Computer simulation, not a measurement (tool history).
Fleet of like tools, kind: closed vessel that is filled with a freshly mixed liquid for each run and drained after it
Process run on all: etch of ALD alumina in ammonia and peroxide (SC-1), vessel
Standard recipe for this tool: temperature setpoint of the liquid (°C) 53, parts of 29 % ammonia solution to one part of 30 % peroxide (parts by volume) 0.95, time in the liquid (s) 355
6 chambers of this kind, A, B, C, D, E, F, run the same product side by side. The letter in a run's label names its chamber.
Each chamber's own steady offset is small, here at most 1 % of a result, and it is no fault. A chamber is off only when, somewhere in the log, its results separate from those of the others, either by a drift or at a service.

run   hour  temperature setpoint of the liquid (°C)  parts of 29 % ammonia solution to one part of 30 % peroxide (parts by volume)  time in the liquid (s)  read-back film thickness of the ALD alumina reference wafer, read on the same gauge (nm)  thickness taken off the ALD alumina on a monitor wafer (angstrom)
 1D    6.3                                       53                                                                           0.95                     355                                                                                    29.985                                                             304.03
      10.4  -- chamber E: new drum of ammonia solution connected
 2F   16.4                                       53                                                                           0.95                     355                                                                                    30.006                                                             303.51
 3B   26.1                                       53                                                                           0.95                     355                                                                                    29.968                                                             303.32
 4C   31.6                                       53                                                                           0.95                     355                                                                                    30.054                                                             297.46
      32.5  -- chamber B: new drum of ammonia solution connected
 5A   36.4                                       47                                                                           0.95                     355                                                                                    30.009                                                             217.99
 6E   45.4                                       47                                                                           0.95                     355                                                                                        30                                                             216.36
 7F   51.8                                       47                                                                           0.95                     355                                                                                    29.968                                                             217.05
 8C     61                                       47                                                                           0.95                     355                                                                                     30.02                                                             217.36
 9D   69.5                                       47                                                                           0.95                     355                                                                                    29.961                                                             217.42
10E   77.1                                       47                                                                           0.95                     355                                                                                     30.01                                                             216.37
11B   86.3                                       53                                                                           0.95                     355                                                                                    30.061                                                             302.24
      87.7  -- chamber C: thermometer replaced
      89.1  -- chamber B: ammonia flow meter replaced
12A   97.1                                       53                                                                           0.95                     355                                                                                    30.031                                                             300.14
13A  102.1                                       53                                                                           0.95                     355                                                                                    29.971                                                             302.71
     106.2  -- chamber F: new drum of ammonia solution connected
14F  112.6                                       53                                                                           0.95                     355                                                                                    29.979                                                             303.49
       114  -- chamber C: ammonia flow meter replaced
15D    123                                       53                                                                           0.95                     355                                                                                        30                                                             303.07
16E  128.3                                       53                                                                           0.95                     355                                                                                    30.006                                                             302.29
17B  133.5                                       53                                                                           0.95                     355                                                                                    29.995                                                             300.82
     135.7  -- chamber A: thermometer replaced
       139  -- chamber E: thermometer replaced
18C  142.5                                       53                                                                           0.95                     355                                                                                    29.994                                                             297.69
19A  150.2                                       53                                                                           0.95                     355                                                                                     30.01                                                             301.37
20D  157.3                                       53                                                                            0.7                     450                                                                                    29.996                                                             375.87
21E  162.2                                       53                                                                            0.7                     450                                                                                    29.991                                                             371.22
22F  168.6                                       53                                                                            0.7                     450                                                                                    30.014                                                             369.98
23B  174.6                                       53                                                                            0.7                     450                                                                                    30.027                                                             375.03
24C  181.7                                       53                                                                            0.7                     450                                                                                    29.978                                                             370.33
25C  186.6                                       53                                                                            0.7                     450                                                                                    30.038                                                             369.86
26D  192.5                                       53                                                                           0.95                     355                                                                                     29.98                                                             304.28
     194.7  -- chamber D: thermometer replaced
27E  198.4                                       53                                                                           0.95                     355                                                                                    30.031                                                              302.8
28B  203.7                                       53                                                                           0.95                     355                                                                                    30.003                                                             302.84
29F  212.2                                       53                                                                           0.95                     355                                                                                    29.978                                                             302.09
30A  219.5                                       53                                                                           0.95                     355                                                                                    30.017                                                             302.95
31A  226.3                                       53                                                                           0.95                     355                                                                                    30.001                                                              304.4
32B  235.9                                       53                                                                           0.95                     355                                                                                    29.953                                                             302.84
33E  241.1                                       53                                                                           0.95                     355                                                                                    29.996                                                             298.88
34C  250.4                                       53                                                                           0.95                     355                                                                                    30.015                                                             300.44
35D  257.1                                       53                                                                           0.95                     355                                                                                    30.009                                                             302.82
36F  266.4                                       53                                                                           0.95                     355                                                                                    30.021                                                             302.49
37D  272.1                                       53                                                                           0.95                     355                                                                                    29.983                                                             302.89
38F  279.4                                       53                                                                           0.95                     355                                                                                    29.955                                                             298.54
39C  285.1                                       53                                                                           0.95                     355                                                                                    29.957                                                             299.03
40B  293.4                                       53                                                                           0.95                     355                                                                                    29.975                                                              306.2

Is one chamber off against the others, does the gauge drift, or is nothing wrong? If a chamber is off, say which, and what the likeliest cause is.

Neither any chamber nor the gauge drifts; the chambers differ only by their own small, steady offsets.
